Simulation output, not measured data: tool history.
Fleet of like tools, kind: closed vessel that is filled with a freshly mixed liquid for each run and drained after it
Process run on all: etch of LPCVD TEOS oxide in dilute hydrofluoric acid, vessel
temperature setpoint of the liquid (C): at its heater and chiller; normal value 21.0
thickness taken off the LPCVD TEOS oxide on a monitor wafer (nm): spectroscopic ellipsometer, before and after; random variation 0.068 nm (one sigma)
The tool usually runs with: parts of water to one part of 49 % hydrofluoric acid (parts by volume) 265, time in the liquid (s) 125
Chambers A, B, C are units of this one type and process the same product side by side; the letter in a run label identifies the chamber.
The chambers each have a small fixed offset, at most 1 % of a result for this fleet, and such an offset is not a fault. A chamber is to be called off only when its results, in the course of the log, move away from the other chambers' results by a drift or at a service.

| run | hour | temperature setpoint of the liquid (C) | parts of water to one part of 49 % hydrofluoric acid (parts by volume) | time in the liquid (s) | read-back film thickness of the LPCVD TEOS oxide reference wafer, read on the same gauge (nm) | thickness taken off the LPCVD TEOS oxide on a monitor wafer (nm) |
|---|---|---|---|---|---|---|
| 1C | 6.0 | 21.0 | 265 | 125 | 39.997 | 16.0960 |
| 2B | 11.9 | 21.0 | 265 | 125 | 39.995 | 16.1460 |
| 3A | 17.0 | 21.0 | 265 | 125 | 40.001 | 15.9400 |
| 4A | 22.1 | 21.0 | 265 | 125 | 39.992 | 15.8530 |
| 5B | 27.2 | 21.0 | 265 | 125 | 40.008 | 15.9520 |
| 6C | 35.6 | 21.0 | 265 | 125 | 39.978 | 16.0470 |
| 7B | 42.5 | 21.0 | 265 | 125 | 40.001 | 16.0040 |
| 8A | 51.6 | 21.0 | 265 | 70 | 39.980 | 8.9303 |
| 9C | 58.5 | 21.0 | 265 | 70 | 39.986 | 9.0268 |
|  | 64.6 | chamber A: hydrofluoric acid flow meter replaced |
| 10B | 67.8 | 21.0 | 265 | 70 | 40.000 | 9.0859 |
| 11A | 75.9 | 21.0 | 265 | 125 | 39.968 | 15.8430 |
| 12C | 84.4 | 21.0 | 265 | 125 | 40.028 | 16.0900 |
| 13C | 93.6 | 21.0 | 265 | 125 | 40.005 | 15.9960 |
| 14A | 100.7 | 21.0 | 265 | 125 | 40.016 | 15.9310 |
| 15B | 105.2 | 21.0 | 265 | 125 | 40.010 | 16.4540 |
| 16B | 111.7 | 19.0 | 265 | 125 | 39.989 | 15.3100 |
| 17A | 120.9 | 19.0 | 265 | 125 | 39.985 | 14.7240 |
| 18C | 125.8 | 19.0 | 265 | 125 | 40.001 | 14.8410 |
| 19B | 132.7 | 21.0 | 360 | 70 | 39.985 | 6.2219 |
|  | 137.7 | chamber A: thermometer replaced |
| 20C | 141.6 | 21.0 | 360 | 70 | 40.004 | 6.0977 |
| 21A | 150.4 | 21.0 | 360 | 70 | 40.015 | 6.0087 |
| 22C | 159.8 | 25.5 | 140 | 125 | 39.993 | 40.6530 |
| 23A | 166.4 | 25.5 | 140 | 125 | 39.999 | 41.3130 |
| 24B | 173.9 | 25.5 | 140 | 125 | 39.985 | 42.9740 |
| 25B | 182.7 | 21.0 | 265 | 125 | 40.010 | 16.6090 |
| 26C | 193.1 | 21.0 | 265 | 125 | 39.996 | 15.9700 |
| 27A | 200.4 | 21.0 | 265 | 125 | 40.008 | 15.9720 |
| 28C | 206.7 | 21.0 | 265 | 125 | 40.011 | 16.1200 |
| 29B | 213.9 | 21.0 | 265 | 125 | 39.990 | 16.7470 |

Has any chamber moved away from the others, gradually or after a service, or does the common gauge drift, or do the chambers differ only by their own small steady offsets? State the chamber and the most likely cause if one applies.

Chamber B drifts away from the others.
Likeliest cause: hydrofluoric acid flow above the setpoint (%) = 3.81.
From this log alone, it may not be told apart from: liquid hotter than its thermometer reads (K).

Here are 4 candidates for chamber B's next run, each the usual settings with a change, their results left as question marks. Which one brings its results back in line with what the others give on the usual settings?
Maximum distance from the other chambers' mean on the usual settings for a result to count as in line: thickness taken off the LPCVD TEOS oxide on a monitor wafer (nm) 0.2400
| 30B-1 | 221.5 | 21.5 | 265 | 125 |  | ? |
| 30B-2 | 221.5 | 22.5 | 265 | 125 |  | ? |
| 30B-3 | 221.5 | 19.5 | 265 | 125 |  | ? |
| 30B-4 | 221.5 | 20.5 | 265 | 125 |  | ? |

What the other chambers average on the usual settings: thickness taken off the LPCVD TEOS oxide on a monitor wafer (nm) 15.9760
| run | thickness taken off the LPCVD TEOS oxide on a monitor wafer (nm) |
|---|---|
| 30B-1 | 17.1410 |
| 30B-2 | 17.7730 |
| 30B-3 | 15.9300 |
| 30B-4 | 16.5310 |
30B-3 puts the chamber back in line with the other chambers.
